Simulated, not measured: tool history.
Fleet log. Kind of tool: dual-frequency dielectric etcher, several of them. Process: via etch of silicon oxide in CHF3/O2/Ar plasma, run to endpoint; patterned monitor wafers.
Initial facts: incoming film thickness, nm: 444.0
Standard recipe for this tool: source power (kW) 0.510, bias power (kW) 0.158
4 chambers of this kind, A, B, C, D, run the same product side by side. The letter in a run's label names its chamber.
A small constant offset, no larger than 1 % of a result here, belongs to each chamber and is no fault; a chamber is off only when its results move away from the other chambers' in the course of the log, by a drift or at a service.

run     day  source power (kW)  bias power (kW)  hours since the last wet clean  hours since the last source power generator calibration  hours since the last bias power generator calibration  endpoint time (s)
 1D   0.312              0.510            0.158                            34.4                                                   1764.9                                                 1114.3             252.15
 2B   0.958              0.510            0.158                           403.8                                                   2451.4                                                 3136.9             250.70
 3C   1.483              0.510            0.158                           345.2                                                   1882.6                                                  432.8             251.07
 4A   2.162              0.510            0.158                           155.1                                                    685.6                                                  917.5             251.35
 5C   2.600              0.510            0.158                           372.0                                                   1909.4                                                  459.6             249.21
 6D   3.062              0.510            0.158                           100.4                                                   1830.9                                                 1180.3             251.55
      3.208  -- chamber C: wet clean of the chamber
 7B   3.504              0.510            0.158                           464.9                                                   2512.5                                                 3198.0             250.03
 8A   3.875              0.510            0.158                           196.2                                                    726.7                                                  958.6             252.29
 9B   4.483              0.510            0.133                           488.4                                                   2536.0                                                 3221.5             262.29
      5.071  -- chamber B: wet clean of the chamber
10D   5.108              0.510            0.133                           149.5                                                   1880.0                                                 1229.4             263.75
11A   5.479              0.510            0.133                           234.7                                                    765.2                                                  997.1             266.83
12C   6.050              0.510            0.133                            68.3                                                   1992.2                                                  542.4             267.24
13C   6.379              0.450            0.175                            76.2                                                   2000.1                                                  550.3             253.28
14B   6.854              0.450            0.175                            42.8                                                   2592.9                                                 3278.4             252.07
15D   7.438              0.450            0.175                           205.4                                                   1935.9                                                 1285.3             253.44
16A   8.000              0.450            0.175                           295.2                                                    825.7                                                 1057.6             254.97
17B   8.375              0.510            0.158                            79.3                                                   2629.4                                                 3314.9             249.51
18C   8.788              0.510            0.158                           134.0                                                   2057.9                                                  608.1             250.48
19D   9.212              0.400            0.158                           248.0                                                   1978.5                                                 1327.9             274.82
20A   9.588              0.400            0.158                           333.3                                                    863.8                                                 1095.7             275.37
21C   9.917              0.400            0.158                           161.1                                                   2085.0                                                  635.2             276.80
22D  10.546              0.400            0.158                           280.0                                                   2010.5                                                 1359.9             275.77
23A  11.088              0.550            0.158                           369.3                                                    899.8                                                 1131.7             244.18
24B  11.533              0.550            0.158                           155.1                                                   2705.2                                                 3390.7             240.65
25D  12.067              0.550            0.158                           316.5                                                   2047.0                                                 1396.4             244.15
26C  12.712              0.550            0.158                           228.2                                                   2152.1                                                  702.3             244.34
     12.717  -- chamber A: wet clean of the chamber
     12.954  -- chamber D: wet clean of the chamber
27B  13.283              0.510            0.158                           197.1                                                   2747.2                                                 3432.7             250.20
28A  13.958              0.510            0.158                            29.9                                                    968.7                                                 1200.6             261.16
29D  14.425              0.430            0.182                            35.4                                                   2103.6                                                 1453.0             256.83
30A  14.796              0.430            0.182                            50.0                                                    988.8                                                 1220.7             267.66
31B  15.479              0.430            0.182                           249.8                                                   2799.9                                                 3485.4             252.70
32C  15.962              0.430            0.182                           306.2                                                   2230.1                                                  780.3             255.82
33A  16.558              0.510            0.158                            92.3                                                   1031.1                                                 1263.0             263.98
34B  17.050              0.510            0.158                           287.5                                                   2837.6                                                 3523.1             249.46
35D  17.667              0.510            0.158                           113.2                                                   2181.4                                                 1530.8             251.59
36C  17.988              0.510            0.158                           354.8                                                   2278.7                                                  828.9             253.35
37C  18.592              0.510            0.158                           369.3                                                   2293.2                                                  843.4             250.84
38A  19.033              0.640            0.139                           151.7                                                   1090.5                                                 1322.4             251.17
39B  19.600              0.640            0.139                           348.7                                                   2898.8                                                 3584.3             237.58
40D  20.158              0.640            0.139                           173.0                                                   2241.2                                                 1590.6             240.47

Has any chamber moved away from the others, gradually or after a service, or does the common gauge drift, or do the chambers differ only by their own small steady offsets? State the chamber and the most likely cause if one applies.

The work done on chamber A during a service left it standing apart from the others.
What lies behind it: etch rate under this chamber's usual, % = 4.51.

Chamber A could run next with any of the 4 candidate recipes listed below; each alters the usual settings, and their results appear as question marks. Which one brings its results back in line with what the other chambers deliver on the usual settings?
A result is in line if it is within this distance of the other chambers' mean on the usual settings: endpoint time (s) 3.30
41A-1  20.654              0.510            0.181                                                                                                                                                                  ?
41A-2  20.654              0.400            0.158                                                                                                                                                                  ?
41A-3  20.654              0.590            0.179                                                                                                                                                                  ?
41A-4  20.654              0.480            0.149                                                                                                                                                                  ?

On the usual settings, the other chambers give on average: endpoint time (s) 250.67
  run  endpoint time (s)
41A-1             251.55
41A-2             288.80
41A-3             238.87
41A-4             274.63
With 41A-1, the chamber falls back in line with the rest.

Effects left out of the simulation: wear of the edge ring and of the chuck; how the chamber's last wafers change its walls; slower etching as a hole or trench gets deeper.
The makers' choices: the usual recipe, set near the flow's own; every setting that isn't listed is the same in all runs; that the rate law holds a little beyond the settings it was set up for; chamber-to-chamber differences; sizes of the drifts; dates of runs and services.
